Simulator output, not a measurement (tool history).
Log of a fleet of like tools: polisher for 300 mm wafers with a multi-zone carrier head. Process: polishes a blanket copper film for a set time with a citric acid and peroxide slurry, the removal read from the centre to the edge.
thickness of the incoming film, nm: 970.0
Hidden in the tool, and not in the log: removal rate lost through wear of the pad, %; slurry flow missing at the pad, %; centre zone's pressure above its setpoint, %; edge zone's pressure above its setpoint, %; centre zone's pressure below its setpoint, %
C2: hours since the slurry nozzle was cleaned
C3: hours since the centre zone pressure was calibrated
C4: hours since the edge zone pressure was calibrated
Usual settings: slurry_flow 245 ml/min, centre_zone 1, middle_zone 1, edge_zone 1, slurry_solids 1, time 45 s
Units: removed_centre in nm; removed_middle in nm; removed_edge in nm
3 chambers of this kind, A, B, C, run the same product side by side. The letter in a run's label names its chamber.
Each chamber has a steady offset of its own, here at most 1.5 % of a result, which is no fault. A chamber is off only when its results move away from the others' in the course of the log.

run 1B hour=5.3 | slurry_flow=245 centre_zone=1 middle_zone=1 edge_zone=1 slurry_solids=1 time=45 | wafers_polished_on_this_pad=953 C2=35 C3=51.9 C4=451.6 | removed_centre=87.999 removed_middle=87.219 removed_edge=89.362
run 2A hour=9.7 | slurry_flow=245 centre_zone=1 middle_zone=1 edge_zone=1 slurry_solids=1 time=45 | wafers_polished_on_this_pad=320 C2=333.7 C3=1067 C4=616.8 | removed_centre=88.366 removed_middle=84.95 removed_edge=85.099
run 3C hour=15.4 | slurry_flow=245 centre_zone=1 middle_zone=1 edge_zone=1 slurry_solids=1 time=45 | wafers_polished_on_this_pad=705 C2=147.5 C3=533.1 C4=320.4 | removed_centre=85.263 removed_middle=87.997 removed_edge=87.339
run 4A hour=18.7 | slurry_flow=245 centre_zone=1 middle_zone=1 edge_zone=1 slurry_solids=1 time=45 | wafers_polished_on_this_pad=433 C2=342.7 C3=1076 C4=625.8 | removed_centre=88.572 removed_middle=85.634 removed_edge=84.522
run 5C hour=21.7 | slurry_flow=245 centre_zone=1 middle_zone=1 edge_zone=1 slurry_solids=1 time=45 | wafers_polished_on_this_pad=784 C2=153.8 C3=539.4 C4=326.7 | removed_centre=87.628 removed_middle=86.522 removed_edge=85.982
-- hour=23.1 chamber C: worn pad replaced by a new one
run 6B hour=25.2 | slurry_flow=245 centre_zone=1 middle_zone=1 edge_zone=1 slurry_solids=1 time=45 | wafers_polished_on_this_pad=1202 C2=54.9 C3=71.8 C4=471.5 | removed_centre=88.549 removed_middle=87.485 removed_edge=87.912
-- hour=27 chamber A: worn pad replaced by a new one
run 7B hour=31 | slurry_flow=245 centre_zone=1 middle_zone=1 edge_zone=1 slurry_solids=1 time=45 | wafers_polished_on_this_pad=1274 C2=60.7 C3=77.6 C4=477.3 | removed_centre=87.399 removed_middle=86.154 removed_edge=88.673
run 8A hour=36.5 | slurry_flow=245 centre_zone=1 middle_zone=1 edge_zone=1.1 slurry_solids=1 time=45 | wafers_polished_on_this_pad=119 C2=360.5 C3=1093.8 C4=643.6 | removed_centre=86.992 removed_middle=85.272 removed_edge=91.563
-- hour=40.2 chamber B: worn pad replaced by a new one
run 9C hour=41.8 | slurry_flow=245 centre_zone=1 middle_zone=1 edge_zone=1.1 slurry_solids=1 time=45 | wafers_polished_on_this_pad=234 C2=173.9 C3=559.5 C4=346.8 | removed_centre=86.352 removed_middle=88.273 removed_edge=90.865
run 10B hour=47.2 | slurry_flow=245 centre_zone=1 middle_zone=1 edge_zone=1.1 slurry_solids=1 time=45 | wafers_polished_on_this_pad=88 C2=76.9 C3=93.8 C4=493.5 | removed_centre=86.586 removed_middle=86.433 removed_edge=91.464
run 11C hour=50.1 | slurry_flow=245 centre_zone=1 middle_zone=1.05 edge_zone=1 slurry_solids=1 time=45 | wafers_polished_on_this_pad=338 C2=182.2 C3=567.8 C4=355.1 | removed_centre=86.905 removed_middle=91.371 removed_edge=86.269
run 12A hour=53.8 | slurry_flow=245 centre_zone=1 middle_zone=1.05 edge_zone=1 slurry_solids=1 time=45 | wafers_polished_on_this_pad=335 C2=377.8 C3=1111.1 C4=660.9 | removed_centre=86.833 removed_middle=89.548 removed_edge=87.277
run 13C hour=57.5 | slurry_flow=245 centre_zone=1 middle_zone=1.05 edge_zone=1 slurry_solids=1 time=45 | wafers_polished_on_this_pad=431 C2=189.6 C3=575.2 C4=362.5 | removed_centre=86.562 removed_middle=91.558 removed_edge=85.961
run 14B hour=61.8 | slurry_flow=245 centre_zone=1 middle_zone=1 edge_zone=1 slurry_solids=1 time=45 | wafers_polished_on_this_pad=270 C2=91.5 C3=108.4 C4=508.1 | removed_centre=86.993 removed_middle=87.225 removed_edge=87.378
run 15A hour=64.8 | slurry_flow=245 centre_zone=1 middle_zone=1 edge_zone=1 slurry_solids=1 time=45 | wafers_polished_on_this_pad=473 C2=388.8 C3=1122.1 C4=671.9 | removed_centre=88.302 removed_middle=85.86 removed_edge=86.75
-- hour=67.4 chamber A: worn pad replaced by a new one
run 16C hour=68.7 | slurry_flow=245 centre_zone=1 middle_zone=1 edge_zone=1 slurry_solids=1 time=45 | wafers_polished_on_this_pad=571 C2=200.8 C3=586.4 C4=373.7 | removed_centre=86.691 removed_middle=87.46 removed_edge=86.642
run 17A hour=73.4 | slurry_flow=245 centre_zone=1 middle_zone=1 edge_zone=1 slurry_solids=1 time=45 | wafers_polished_on_this_pad=75 C2=397.4 C3=1130.7 C4=680.5 | removed_centre=87.643 removed_middle=85.988 removed_edge=85.72
run 18B hour=76.4 | slurry_flow=245 centre_zone=1 middle_zone=1 edge_zone=1 slurry_solids=1 time=45 | wafers_polished_on_this_pad=453 C2=106.1 C3=123 C4=522.7 | removed_centre=86.786 removed_middle=86.645 removed_edge=87.148
run 19B hour=80.4 | slurry_flow=245 centre_zone=1 middle_zone=1 edge_zone=1 slurry_solids=1 time=45 | wafers_polished_on_this_pad=503 C2=110.1 C3=127 C4=526.7 | removed_centre=86.966 removed_middle=87.336 removed_edge=86.586
run 20C hour=83.5 | slurry_flow=245 centre_zone=1 middle_zone=0.9 edge_zone=1 slurry_solids=1 time=45 | wafers_polished_on_this_pad=756 C2=215.6 C3=601.2 C4=388.5 | removed_centre=86.205 removed_middle=79.811 removed_edge=85.94
-- hour=84.5 chamber C: worn pad replaced by a new one
run 21A hour=87.7 | slurry_flow=245 centre_zone=1 middle_zone=0.9 edge_zone=1 slurry_solids=1 time=45 | wafers_polished_on_this_pad=254 C2=411.7 C3=1145 C4=694.8 | removed_centre=86.974 removed_middle=76.941 removed_edge=87.435
run 22C hour=93.4 | slurry_flow=245 centre_zone=1 middle_zone=0.9 edge_zone=1 slurry_solids=1 time=45 | wafers_polished_on_this_pad=112 C2=225.5 C3=611.1 C4=398.4 | removed_centre=86.111 removed_middle=80.258 removed_edge=87.192
run 23B hour=97.6 | slurry_flow=220 centre_zone=1 middle_zone=1 edge_zone=1.1 slurry_solids=1 time=45 | wafers_polished_on_this_pad=718 C2=127.3 C3=144.2 C4=543.9 | removed_centre=86.501 removed_middle=86.041 removed_edge=93.664
run 24A hour=102.8 | slurry_flow=220 centre_zone=1 middle_zone=1 edge_zone=1.1 slurry_solids=1 time=45 | wafers_polished_on_this_pad=443 C2=426.8 C3=1160.1 C4=709.9 | removed_centre=86.162 removed_middle=84.719 removed_edge=87.139
run 25C hour=105.5 | slurry_flow=220 centre_zone=1 middle_zone=1 edge_zone=1.1 slurry_solids=1 time=45 | wafers_polished_on_this_pad=263 C2=237.6 C3=623.2 C4=410.5 | removed_centre=83.919 removed_middle=86.22 removed_edge=90.196
run 26A hour=110.4 | slurry_flow=245 centre_zone=0.92 middle_zone=1.05 edge_zone=1 slurry_solids=1 time=45 | wafers_polished_on_this_pad=538 C2=434.4 C3=1167.7 C4=717.5 | removed_centre=79.946 removed_middle=89.091 removed_edge=86.418
-- hour=110.8 chamber A: worn pad replaced by a new one
run 27B hour=115.5 | slurry_flow=245 centre_zone=0.92 middle_zone=1.05 edge_zone=1 slurry_solids=1 time=45 | wafers_polished_on_this_pad=942 C2=145.2 C3=162.1 C4=561.8 | removed_centre=78.815 removed_middle=89.978 removed_edge=87.39
run 28A hour=119 | slurry_flow=245 centre_zone=0.92 middle_zone=1.05 edge_zone=1 slurry_solids=1 time=45 | wafers_polished_on_this_pad=103 C2=443 C3=1176.3 C4=726.1 | removed_centre=79.54 removed_middle=89.02 removed_edge=86.339
run 29C hour=123.1 | slurry_flow=245 centre_zone=1 middle_zone=1 edge_zone=1 slurry_solids=1 time=45 | wafers_polished_on_this_pad=484 C2=255.2 C3=640.8 C4=428.1 | removed_centre=87.369 removed_middle=87.645 removed_edge=85.879
run 30B hour=128.1 | slurry_flow=245 centre_zone=1 middle_zone=1 edge_zone=1 slurry_solids=1 time=45 | wafers_polished_on_this_pad=1100 C2=157.8 C3=174.7 C4=574.4 | removed_centre=86.722 removed_middle=86.706 removed_edge=85.527
run 31B hour=131.7 | slurry_flow=245 centre_zone=1 middle_zone=1 edge_zone=1 slurry_solids=1 time=45 | wafers_polished_on_this_pad=1145 C2=161.4 C3=178.3 C4=578 | removed_centre=88.08 removed_middle=87.721 removed_edge=87.381
-- hour=135 chamber C: slurry nozzle cleaned
-- hour=136.8 chamber A: slurry nozzle cleaned
run 32C hour=137.2 | slurry_flow=245 centre_zone=1 middle_zone=1 edge_zone=1 slurry_solids=1 time=45 | wafers_polished_on_this_pad=660 C2=2.3 C3=654.9 C4=442.2 | removed_centre=87.498 removed_middle=86.779 removed_edge=86.557
run 33A hour=142.9 | slurry_flow=245 centre_zone=1 middle_zone=1 edge_zone=1 slurry_solids=1 time=45 | wafers_polished_on_this_pad=402 C2=6.1 C3=1200.2 C4=750 | removed_centre=87.411 removed_middle=87.439 removed_edge=86.41
-- hour=143.6 chamber C: worn pad replaced by a new one
-- hour=143.6 chamber B: worn pad replaced by a new one
run 34C hour=148.6 | slurry_flow=245 centre_zone=1 middle_zone=1 edge_zone=0.92 slurry_solids=1 time=40 | wafers_polished_on_this_pad=62 C2=13.7 C3=666.3 C4=453.6 | removed_centre=76.872 removed_middle=77.074 removed_edge=75.357
run 35B hour=153.2 | slurry_flow=245 centre_zone=1 middle_zone=1 edge_zone=0.92 slurry_solids=1 time=40 | wafers_polished_on_this_pad=121 C2=182.9 C3=199.8 C4=599.5 | removed_centre=78.367 removed_middle=77.101 removed_edge=73.062
run 36A hour=156.2 | slurry_flow=245 centre_zone=1 middle_zone=1 edge_zone=0.92 slurry_solids=1 time=40 | wafers_polished_on_this_pad=569 C2=19.4 C3=1213.5 C4=763.3 | removed_centre=77.995 removed_middle=75.267 removed_edge=72.513
run 37A hour=159.7 | slurry_flow=245 centre_zone=1 middle_zone=1 edge_zone=1 slurry_solids=1 time=45 | wafers_polished_on_this_pad=613 C2=22.9 C3=1217 C4=766.8 | removed_centre=87.703 removed_middle=85.897 removed_edge=86.056

Is one chamber off against the others, does the gauge drift, or is nothing wrong? If a chamber is off, say which, and what the likeliest cause is.

No chamber stands off beyond its own small offset, and the gauge holds steady.

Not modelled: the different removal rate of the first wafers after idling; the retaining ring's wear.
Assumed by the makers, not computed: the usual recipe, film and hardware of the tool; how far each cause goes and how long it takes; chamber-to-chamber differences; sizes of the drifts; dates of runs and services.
